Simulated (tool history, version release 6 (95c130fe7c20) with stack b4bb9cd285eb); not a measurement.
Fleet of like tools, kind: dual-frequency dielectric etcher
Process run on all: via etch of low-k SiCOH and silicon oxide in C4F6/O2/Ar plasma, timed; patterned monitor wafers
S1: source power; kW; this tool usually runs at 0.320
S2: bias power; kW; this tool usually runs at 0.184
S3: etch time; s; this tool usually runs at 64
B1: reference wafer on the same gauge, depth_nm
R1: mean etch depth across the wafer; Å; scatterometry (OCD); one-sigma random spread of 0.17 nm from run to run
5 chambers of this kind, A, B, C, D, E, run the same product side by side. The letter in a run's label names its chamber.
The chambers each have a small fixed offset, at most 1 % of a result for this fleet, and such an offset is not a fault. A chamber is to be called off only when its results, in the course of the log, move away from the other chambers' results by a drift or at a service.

run    day     S1     S2  S3      B1      R1
 1A  0.171  0.320  0.184  64  151.06  1639.1
     0.342  -- chamber A: wet clean of the chamber
 2C  0.342  0.320  0.184  64  151.04  1671.3
 3D  0.421  0.320  0.184  64  151.05  1649.5
     0.475  -- chamber D: wet clean of the chamber
 4B  0.575  0.320  0.184  64  151.06  1661.6
 5E  0.708  0.320  0.184  64  151.11  1659.5
 6E  0.875  0.320  0.184  64  151.11  1660.3
 7C  1.008  0.320  0.184  64  151.17  1670.0
 8A  1.112  0.240  0.184  64  151.11  1472.6
 9B  1.208  0.240  0.184  64  151.18  1485.1
10D  1.350  0.240  0.184  64  151.18  1480.1
11A  1.504  0.240  0.184  64  151.19  1471.3
12C  1.658  0.240  0.184  64  151.23  1495.4
13D  1.804  0.320  0.184  64  151.22  1654.8
14B  1.938  0.270  0.214  64  151.24  1639.7
15E  2.088  0.270  0.214  64  151.28  1630.8
16C  2.188  0.270  0.214  64  151.23  1648.0
17D  2.354  0.270  0.214  64  151.28  1627.6
18A  2.475  0.270  0.214  64  151.30  1622.2
19E  2.621  0.380  0.184  64  151.32  1779.0
20B  2.729  0.380  0.184  64  151.33  1785.4
21C  2.896  0.380  0.184  64  151.37  1783.9
22A  2.992  0.380  0.184  64  151.36  1756.8
23B  3.092  0.380  0.184  64  151.38  1779.6
24E  3.250  0.320  0.184  64  151.38  1666.8
25D  3.388  0.320  0.184  64  151.47  1656.3
26A  3.562  0.320  0.184  64  151.42  1642.6
27E  3.667  0.320  0.184  64  151.42  1665.4
28D  3.792  0.320  0.184  64  151.47  1656.9
29C  3.921  0.320  0.184  64  151.48  1672.9
30B  4.004  0.320  0.184  64  151.50  1665.5
31E  4.183  0.320  0.184  64  151.54  1667.0
32C  4.350  0.320  0.184  76  151.57  1988.4
33B  4.467  0.320  0.184  76  151.56  1979.7
34A  4.629  0.320  0.184  76  151.60  1954.4
35D  4.721  0.320  0.184  76  151.61  1967.7
36A  4.817  0.320  0.184  76  151.59  1956.6
37E  4.900  0.320  0.184  64  151.63  1669.2
38C  5.017  0.320  0.163  64  151.64  1613.3

All chambers now run identical settings, listed one chamber a line with results as question marks. What results will each chamber show?
39A  5.146  0.320  0.184  64       ?
39B  5.146  0.320  0.184  64       ?
39C  5.146  0.320  0.184  64       ?
39D  5.146  0.320  0.184  64       ?
39E  5.146  0.320  0.184  64       ?

run      R1
39A  1650.5
39B  1668.7
39C  1676.5
39D  1657.5
39E  1665.3
